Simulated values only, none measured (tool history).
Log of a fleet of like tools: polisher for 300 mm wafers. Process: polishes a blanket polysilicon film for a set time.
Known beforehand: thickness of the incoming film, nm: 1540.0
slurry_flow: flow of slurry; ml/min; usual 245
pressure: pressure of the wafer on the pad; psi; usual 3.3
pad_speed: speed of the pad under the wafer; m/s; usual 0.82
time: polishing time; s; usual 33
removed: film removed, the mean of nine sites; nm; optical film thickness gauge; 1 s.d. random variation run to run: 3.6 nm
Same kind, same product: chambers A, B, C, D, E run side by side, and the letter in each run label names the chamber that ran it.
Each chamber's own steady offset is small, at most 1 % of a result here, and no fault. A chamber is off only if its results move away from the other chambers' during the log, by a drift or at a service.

| run | day | slurry_flow | pressure | pad_speed | time | wafers polished on this pad | hours since the slurry nozzle was cleaned | hours since the head pressure was calibrated | removed |
|---|---|---|---|---|---|---|---|---|---|
|  | 0.046 | chamber C: slurry nozzle cleaned |
|  | 0.112 | chamber C: worn pad replaced by a new one |
|  | 0.208 | chamber D: worn pad replaced by a new one |
| 1B | 0.592 | 245 | 3.3 | 0.82 | 33 | 1028 | 252.9 | 255.3 | 297.76 |
|  | 0.625 | chamber E: slurry nozzle cleaned |
|  | 0.912 | chamber B: worn pad replaced by a new one |
| 2D | 0.958 | 245 | 3.3 | 0.82 | 33 | 220 | 104.8 | 889.1 | 305.57 |
|  | 1.1 | chamber A: head pressure recalibrated |
|  | 1.158 | chamber A: worn pad replaced by a new one |
| 3E | 1.338 | 245 | 3.3 | 0.82 | 33 | 780 | 17.1 | 392.8 | 307.19 |
| 4C | 1.933 | 245 | 3.3 | 0.82 | 33 | 534 | 45.4 | 60.6 | 307.64 |
|  | 2.279 | chamber B: head pressure recalibrated |
| 5A | 2.321 | 245 | 3.3 | 0.82 | 33 | 341 | 241 | 29.3 | 297.79 |
|  | 2.346 | chamber E: worn pad replaced by a new one |
| 6A | 2.621 | 245 | 3.3 | 0.82 | 33 | 429 | 248.2 | 36.5 | 298.51 |
| 7E | 3.104 | 245 | 3.3 | 0.82 | 33 | 222 | 59.5 | 435.2 | 304.53 |
| 8D | 3.483 | 245 | 3.3 | 0.82 | 33 | 960 | 165.4 | 949.7 | 307.39 |
| 9B | 4.117 | 245 | 3.3 | 0.82 | 33 | 938 | 337.5 | 44.1 | 301.39 |
|  | 4.125 | chamber C: worn pad replaced by a new one |
|  | 4.592 | chamber D: worn pad replaced by a new one |
| 10C | 4.642 | 245 | 3.3 | 0.82 | 33 | 152 | 110.4 | 125.6 | 308.19 |
| 11A | 4.95 | 245 | 3.3 | 0.82 | 33 | 1111 | 304.1 | 92.4 | 303.8 |
|  | 5.229 | chamber B: worn pad replaced by a new one |
| 12E | 5.562 | 245 | 3.3 | 0.82 | 33 | 942 | 118.5 | 494.2 | 300.72 |
|  | 5.633 | chamber A: worn pad replaced by a new one |
|  | 5.733 | chamber E: worn pad replaced by a new one |
| 13B | 6.096 | 245 | 3.3 | 0.82 | 33 | 254 | 385 | 91.6 | 304.16 |
| 14C | 6.683 | 245 | 3.3 | 0.82 | 33 | 750 | 159.4 | 174.6 | 299.42 |
| 15D | 7.146 | 215 | 3.3 | 0.82 | 33 | 748 | 253.3 | 1037.6 | 289.55 |
|  | 7.467 | chamber B: slurry nozzle cleaned |
|  | 7.575 | chamber E: head pressure recalibrated |
| 16E | 7.575 | 215 | 3.3 | 0.82 | 33 | 540 | 166.8 | 0 | 300.45 |
| 17C | 8.088 | 215 | 3.3 | 0.82 | 33 | 1161 | 193.1 | 208.3 | 299.51 |
| 18A | 8.404 | 215 | 3.3 | 0.82 | 33 | 811 | 387 | 175.3 | 298.85 |
|  | 8.679 | chamber D: worn pad replaced by a new one |
| 19D | 8.788 | 215 | 3.3 | 0.82 | 33 | 32 | 292.7 | 1077 | 294.86 |
|  | 8.925 | chamber B: worn pad replaced by a new one |
|  | 8.933 | chamber C: worn pad replaced by a new one |
| 20B | 9.296 | 245 | 3.3 | 0.82 | 33 | 108 | 43.9 | 168.4 | 303.96 |
|  | 9.692 | chamber A: worn pad replaced by a new one |
| 21D | 9.829 | 210 | 3.3 | 1.06 | 33 | 337 | 317.7 | 1102 | 377.68 |
|  | 10.021 | chamber E: worn pad replaced by a new one |
|  | 10.321 | chamber E: slurry nozzle cleaned |
| 22A | 10.333 | 210 | 3.3 | 1.06 | 33 | 188 | 433.3 | 221.6 | 381.95 |
| 23C | 10.775 | 210 | 3.3 | 1.06 | 33 | 540 | 257.6 | 272.8 | 389.34 |
|  | 11.108 | chamber C: head pressure recalibrated |
| 24E | 11.117 | 210 | 3.3 | 1.06 | 33 | 320 | 19.1 | 85 | 379.35 |
| 25B | 11.642 | 210 | 3.3 | 1.06 | 33 | 795 | 100.2 | 224.7 | 391.39 |
| 26D | 11.933 | 205 | 3.3 | 0.82 | 33 | 953 | 368.2 | 1152.5 | 296.11 |
| 27E | 12.454 | 205 | 3.3 | 0.82 | 33 | 712 | 51.2 | 117.1 | 290.73 |
| 28A | 12.883 | 205 | 3.3 | 0.82 | 33 | 934 | 494.5 | 282.8 | 291.42 |
|  | 13.096 | chamber D: worn pad replaced by a new one |
|  | 13.125 | chamber B: worn pad replaced by a new one |
| 29B | 13.246 | 205 | 3.3 | 0.82 | 33 | 36 | 138.7 | 263.2 | 296.71 |
|  | 13.271 | chamber C: worn pad replaced by a new one |
| 30C | 13.7 | 205 | 3.3 | 0.82 | 33 | 126 | 327.8 | 62.2 | 294.32 |
| 31E | 14.008 | 245 | 3.3 | 0.82 | 33 | 1167 | 88.5 | 154.4 | 304.13 |
|  | 14.179 | chamber A: worn pad replaced by a new one |
|  | 14.238 | chamber E: worn pad replaced by a new one |
|  | 14.45 | chamber B: head pressure recalibrated |
| 32C | 14.65 | 245 | 3.3 | 0.82 | 33 | 404 | 350.6 | 85 | 303.55 |
| 33D | 15.258 | 245 | 3.3 | 0.82 | 33 | 633 | 448 | 1232.3 | 302.07 |
| 34B | 15.871 | 310 | 2.2 | 0.82 | 33 | 805 | 201.7 | 34.2 | 203.49 |
| 35A | 16.212 | 310 | 2.2 | 0.82 | 33 | 596 | 574.4 | 362.7 | 207.93 |
|  | 16.729 | chamber D: worn pad replaced by a new one |
| 36E | 16.783 | 310 | 2.2 | 0.82 | 33 | 745 | 155.1 | 221 | 205.18 |
| 37D | 17.096 | 310 | 2.2 | 0.82 | 33 | 108 | 492.1 | 1276.4 | 208.65 |
|  | 17.288 | chamber C: worn pad replaced by a new one |
|  | 17.367 | chamber B: worn pad replaced by a new one |
| 38C | 17.629 | 310 | 2.2 | 0.82 | 33 | 100 | 422.1 | 156.5 | 207.15 |
| 39A | 18.05 | 245 | 3.3 | 0.82 | 33 | 1134 | 618.5 | 406.8 | 294.17 |
|  | 18.292 | chamber E: worn pad replaced by a new one |
| 40B | 18.667 | 245 | 3.3 | 0.56 | 33 | 380 | 268.8 | 101.3 | 204.26 |
| 41E | 19.329 | 245 | 3.3 | 0.56 | 33 | 304 | 216.2 | 282.1 | 205.72 |
| 42B | 19.854 | 245 | 3.3 | 0.56 | 33 | 728 | 297.3 | 129.8 | 211.31 |

What goes on in this fleet: one chamber off, a drifting gauge, or nothing beyond the chambers' own small offsets? Name the chamber and the cause, if any.

All chambers stay in line apart from their small fixed offsets, and the gauge does not drift.

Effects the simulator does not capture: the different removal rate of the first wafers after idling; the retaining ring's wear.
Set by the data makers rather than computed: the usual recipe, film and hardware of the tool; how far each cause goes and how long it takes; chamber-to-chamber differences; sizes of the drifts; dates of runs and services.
